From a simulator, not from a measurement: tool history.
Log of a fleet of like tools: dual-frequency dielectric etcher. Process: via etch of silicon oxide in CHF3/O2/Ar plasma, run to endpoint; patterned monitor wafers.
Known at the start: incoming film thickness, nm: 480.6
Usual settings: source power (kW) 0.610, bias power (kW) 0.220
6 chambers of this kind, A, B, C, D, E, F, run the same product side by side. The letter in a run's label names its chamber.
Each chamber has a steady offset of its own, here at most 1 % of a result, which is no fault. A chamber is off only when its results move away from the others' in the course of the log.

run	hour	source power (kW)	bias power (kW)	endpoint time (s)
1E	5.1	0.610	0.220	225.95
2D	10.8	0.610	0.220	226.82
3A	15.8	0.610	0.220	225.14
# hour 16.8: chamber B: bias power generator calibrated
# hour 19.4: chamber E: wet clean of the chamber
4B	21.3	0.610	0.220	227.20
5C	26.3	0.610	0.220	224.17
6F	35.6	0.610	0.249	215.81
7F	41.5	0.610	0.249	216.84
8C	48.6	0.610	0.249	214.61
9D	55.0	0.610	0.249	217.25
10E	63.0	0.610	0.249	215.64
11A	70.8	0.610	0.249	216.23
12B	79.7	0.610	0.220	226.85
13A	84.3	0.610	0.220	225.66
14B	92.2	0.610	0.220	226.50
15D	97.0	0.610	0.220	226.84
16E	105.2	0.610	0.220	224.60
17C	114.1	0.610	0.220	226.21
18F	124.3	0.610	0.220	226.59
19D	129.1	0.610	0.220	227.69
20B	138.9	0.610	0.220	227.12
21F	147.0	0.610	0.220	227.40
22C	151.6	0.610	0.220	227.43
23E	160.7	0.610	0.220	225.29
24A	171.0	0.610	0.184	238.44
25D	177.6	0.610	0.184	241.78
26A	183.9	0.610	0.184	240.09
27C	192.8	0.610	0.184	244.51
28F	202.4	0.610	0.184	240.12
29E	208.9	0.610	0.184	240.17
30B	213.5	0.610	0.220	228.09
31B	221.0	0.610	0.220	226.08
32F	228.8	0.740	0.220	210.66
33D	238.4	0.740	0.220	211.59
34C	247.9	0.740	0.220	216.24
35A	257.3	0.740	0.220	207.78
36E	261.9	0.740	0.220	209.18
37C	270.9	0.740	0.220	217.55

What goes on in this fleet: one chamber off, a drifting gauge, or nothing beyond the chambers' own small offsets? Name the chamber and the cause, if any.

Chamber C drifts away from the others.
Cause: etch rate under this chamber's usual, % = 3.53.

Here are 4 candidates for chamber C's next run, each the usual settings with a change, their results left as question marks. Which one brings its results back in line with what the others give on the usual settings?
In line means no further than this from the other chambers' mean on the usual settings: endpoint time (s) 2.70
38C-1	278.2	0.580	0.211	?
38C-2	278.2	0.700	0.220	?
38C-3	278.2	0.640	0.229	?
38C-4	278.2	0.530	0.220	?

The other chambers' mean on the usual settings: endpoint time (s) 225.92
run	endpoint time (s)
38C-1	241.35
38C-2	221.71
38C-3	226.02
38C-4	245.90
38C-3 brings the chamber back in line.
